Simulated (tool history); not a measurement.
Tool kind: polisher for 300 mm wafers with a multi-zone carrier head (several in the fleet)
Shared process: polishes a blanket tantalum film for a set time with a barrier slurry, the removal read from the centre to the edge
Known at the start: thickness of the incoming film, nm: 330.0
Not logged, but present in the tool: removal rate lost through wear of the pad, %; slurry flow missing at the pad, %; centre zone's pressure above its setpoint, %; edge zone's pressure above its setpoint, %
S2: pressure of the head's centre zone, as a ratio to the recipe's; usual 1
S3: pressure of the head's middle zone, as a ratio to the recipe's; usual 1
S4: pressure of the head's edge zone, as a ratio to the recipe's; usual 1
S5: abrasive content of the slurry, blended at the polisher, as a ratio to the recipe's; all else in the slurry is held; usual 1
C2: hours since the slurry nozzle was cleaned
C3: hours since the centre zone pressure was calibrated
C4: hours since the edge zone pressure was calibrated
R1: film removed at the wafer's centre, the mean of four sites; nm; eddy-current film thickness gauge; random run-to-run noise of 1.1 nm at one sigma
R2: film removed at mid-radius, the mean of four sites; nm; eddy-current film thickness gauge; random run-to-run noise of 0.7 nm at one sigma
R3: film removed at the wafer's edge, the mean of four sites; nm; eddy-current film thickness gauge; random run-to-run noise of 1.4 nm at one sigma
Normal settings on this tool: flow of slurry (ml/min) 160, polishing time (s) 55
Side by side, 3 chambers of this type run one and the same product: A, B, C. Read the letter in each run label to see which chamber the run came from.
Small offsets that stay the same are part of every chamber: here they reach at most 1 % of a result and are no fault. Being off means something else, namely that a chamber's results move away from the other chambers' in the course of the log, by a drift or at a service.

At hour 4.3: chamber C: slurry nozzle cleaned.
Run 1A, hour 13.5: usual settings; wafers polished on this pad 769; C2 527.9; C3 102.8; C4 175.2. Result: R1 112.31 nm, R2 112.6 nm, R3 111.85 nm.
Run 2B, hour 25.5: usual settings; wafers polished on this pad 870; C2 41.4; C3 312.3; C4 215.1. Result: R1 112.94 nm, R2 112.84 nm, R3 115.24 nm.
Run 3C, hour 38.9: usual settings; wafers polished on this pad 561; C2 34.6; C3 274.1; C4 560.5. Result: R1 111.85 nm, R2 112.74 nm, R3 114.06 nm.
At hour 45.3: chamber B: worn pad replaced by a new one.
Run 4C, hour 46.5: usual settings; wafers polished on this pad 659; C2 42.2; C3 281.7; C4 568.1. Result: R1 112.56 nm, R2 112.5 nm, R3 113.13 nm.
Run 5A, hour 55.4: usual settings; wafers polished on this pad 1314; C2 569.8; C3 144.7; C4 217.1. Result: R1 110.11 nm, R2 110.95 nm, R3 111.83 nm.
Run 6B, hour 69.5: usual settings; wafers polished on this pad 315; C2 85.4; C3 356.3; C4 259.1. Result: R1 112.87 nm, R2 112.69 nm, R3 113.95 nm.
At hour 81.3: chamber A: worn pad replaced by a new one.
Run 7C, hour 83.3: usual settings; wafers polished on this pad 1138; C2 79; C3 318.5; C4 604.9. Result: R1 111.3 nm, R2 111.92 nm, R3 111.46 nm.
At hour 85.5: chamber C: worn pad replaced by a new one.
Run 8B, hour 92.3: usual settings; wafers polished on this pad 612; C2 108.2; C3 379.1; C4 281.9. Result: R1 112.87 nm, R2 112.45 nm, R3 112.25 nm.
Run 9A, hour 103.6: usual settings; wafers polished on this pad 290; C2 618; C3 192.9; C4 265.3. Result: R1 109.94 nm, R2 113.25 nm, R3 111.53 nm.
Run 10C, hour 112.3: usual settings; wafers polished on this pad 348; C2 108; C3 347.5; C4 633.9. Result: R1 113.4 nm, R2 113.3 nm, R3 111.17 nm.
Run 11A, hour 120.6: usual settings; wafers polished on this pad 511; C2 635; C3 209.9; C4 282.3. Result: R1 111.22 nm, R2 112.41 nm, R3 112.1 nm.
Run 12B, hour 128.3: usual settings; wafers polished on this pad 1080; C2 144.2; C3 415.1; C4 317.9. Result: R1 113.4 nm, R2 112.65 nm, R3 111.68 nm.
At hour 133.9: chamber B: centre zone pressure recalibrated.
Run 13C, hour 139.7: usual settings but flow of slurry (ml/min) 110; wafers polished on this pad 704; C2 135.4; C3 374.9; C4 661.3. Result: R1 100.74 nm, R2 103.8 nm, R3 105.26 nm.
Run 14B, hour 147.5: usual settings but flow of slurry (ml/min) 110; wafers polished on this pad 1329; C2 163.4; C3 13.7; C4 337.1. Result: R1 101.96 nm, R2 103.68 nm, R3 107.52 nm.
At hour 151.3: chamber B: worn pad replaced by a new one.
At hour 157.8: chamber C: worn pad replaced by a new one.
Run 15A, hour 163: usual settings but flow of slurry (ml/min) 110; wafers polished on this pad 1062; C2 677.4; C3 252.3; C4 324.7. Result: R1 101.34 nm, R2 103.49 nm, R3 107.04 nm.
Run 16A, hour 172.9: usual settings; wafers polished on this pad 1191; C2 687.3; C3 262.2; C4 334.6. Result: R1 112.33 nm, R2 112.23 nm, R3 108.56 nm.
Run 17B, hour 179.8: usual settings; wafers polished on this pad 371; C2 195.7; C3 46; C4 369.4. Result: R1 114 nm, R2 111.48 nm, R3 111.35 nm.
Run 18C, hour 187.8: usual settings; wafers polished on this pad 390; C2 183.5; C3 423; C4 709.4. Result: R1 114.47 nm, R2 111.78 nm, R3 109.5 nm.
At hour 187.9: chamber A: worn pad replaced by a new one.
Run 19C, hour 197: usual settings; wafers polished on this pad 510; C2 192.7; C3 432.2; C4 718.6. Result: R1 113.22 nm, R2 110.81 nm, R3 112.97 nm.
Run 20B, hour 209.9: usual settings; wafers polished on this pad 762; C2 225.8; C3 76.1; C4 399.5. Result: R1 111.72 nm, R2 112.7 nm, R3 111.47 nm.
Run 21A, hour 216.9: usual settings; wafers polished on this pad 377; C2 731.3; C3 306.2; C4 378.6. Result: R1 110.01 nm, R2 113.45 nm, R3 112.08 nm.
Run 22C, hour 227.9: usual settings; wafers polished on this pad 911; C2 223.6; C3 463.1; C4 749.5. Result: R1 113.86 nm, R2 112.31 nm, R3 112.17 nm.
At hour 239.8: chamber C: worn pad replaced by a new one.
Run 23A, hour 241.1: usual settings; wafers polished on this pad 692; C2 755.5; C3 330.4; C4 402.8. Result: R1 112.68 nm, R2 113.56 nm, R3 112.38 nm.
Run 24B, hour 251.1: usual settings; wafers polished on this pad 1298; C2 267; C3 117.3; C4 440.7. Result: R1 113.69 nm, R2 111.44 nm, R3 111.04 nm.
At hour 253.8: chamber B: slurry nozzle cleaned.
At hour 254.8: chamber B: worn pad replaced by a new one.
Run 25A, hour 263.7: usual settings; wafers polished on this pad 986; C2 778.1; C3 353; C4 425.4. Result: R1 110.76 nm, R2 112.75 nm, R3 111.61 nm.
Run 26C, hour 276.2: usual settings but S4 0.92; wafers polished on this pad 473; C2 271.9; C3 511.4; C4 797.8. Result: R1 113.4 nm, R2 111.66 nm, R3 107.47 nm.
Run 27B, hour 287.9: usual settings but S4 0.92; wafers polished on this pad 431; C2 34.2; C3 154.1; C4 477.5. Result: R1 111.09 nm, R2 112.19 nm, R3 109.52 nm.
Run 28B, hour 296.1: usual settings but S4 0.92; wafers polished on this pad 537; C2 42.4; C3 162.3; C4 485.7. Result: R1 111.08 nm, R2 112.42 nm, R3 108.21 nm.
At hour 299.2: chamber A: worn pad replaced by a new one.
Run 29A, hour 306.3: usual settings but polishing time (s) 67; wafers polished on this pad 93; C2 820.7; C3 395.6; C4 468. Result: R1 133.74 nm, R2 137.57 nm, R3 135.65 nm.
At hour 316.2: chamber C: worn pad replaced by a new one.
Run 30C, hour 316.5: usual settings but polishing time (s) 67; wafers polished on this pad 3; C2 312.2; C3 551.7; C4 838.1. Result: R1 137.84 nm, R2 138.95 nm, R3 136.39 nm.
Run 31A, hour 327.1: usual settings but polishing time (s) 67; wafers polished on this pad 363; C2 841.5; C3 416.4; C4 488.8. Result: R1 135.02 nm, R2 137.7 nm, R3 136.21 nm.
At hour 331.8: chamber C: edge zone pressure recalibrated.
Run 32B, hour 335.2: usual settings; wafers polished on this pad 1046; C2 81.5; C3 201.4; C4 524.8. Result: R1 111.93 nm, R2 113.24 nm, R3 111.5 nm.
Run 33C, hour 345.8: usual settings; wafers polished on this pad 384; C2 341.5; C3 581; C4 14. Result: R1 110.89 nm, R2 113.67 nm, R3 114.57 nm.
Run 34C, hour 353.1: usual settings but S3 1.1; wafers polished on this pad 479; C2 348.8; C3 588.3; C4 21.3. Result: R1 111.93 nm, R2 122.18 nm, R3 110.77 nm.
At hour 360.2: chamber A: centre zone pressure recalibrated.
At hour 362.3: chamber B: worn pad replaced by a new one.
Run 35A, hour 367.3: usual settings but S3 1.1; wafers polished on this pad 886; C2 881.7; C3 7.2; C4 529. Result: R1 111.61 nm, R2 122.22 nm, R3 112.39 nm.
Run 36B, hour 381.7: usual settings but S3 1.1; wafers polished on this pad 253; C2 128; C3 247.9; C4 571.3. Result: R1 112.46 nm, R2 123.25 nm, R3 111.3 nm.
At hour 387.5: chamber A: slurry nozzle cleaned.
Run 37C, hour 391.3: usual settings; wafers polished on this pad 976; C2 387; C3 626.5; C4 59.5. Result: R1 111.5 nm, R2 113 nm, R3 108.71 nm.
Run 38B, hour 404.3: usual settings; wafers polished on this pad 547; C2 150.6; C3 270.5; C4 593.9. Result: R1 110.62 nm, R2 112.35 nm, R3 114.9 nm.
Run 39A, hour 417.6: usual settings; wafers polished on this pad 1540; C2 30.1; C3 57.5; C4 579.3. Result: R1 109.39 nm, R2 112.44 nm, R3 109.26 nm.

What goes on in this fleet: one chamber off, a drifting gauge, or nothing beyond the chambers' own small offsets? Name the chamber and the cause, if any.

Beyond each chamber's small constant offset nothing stands out, and the gauge stays steady.
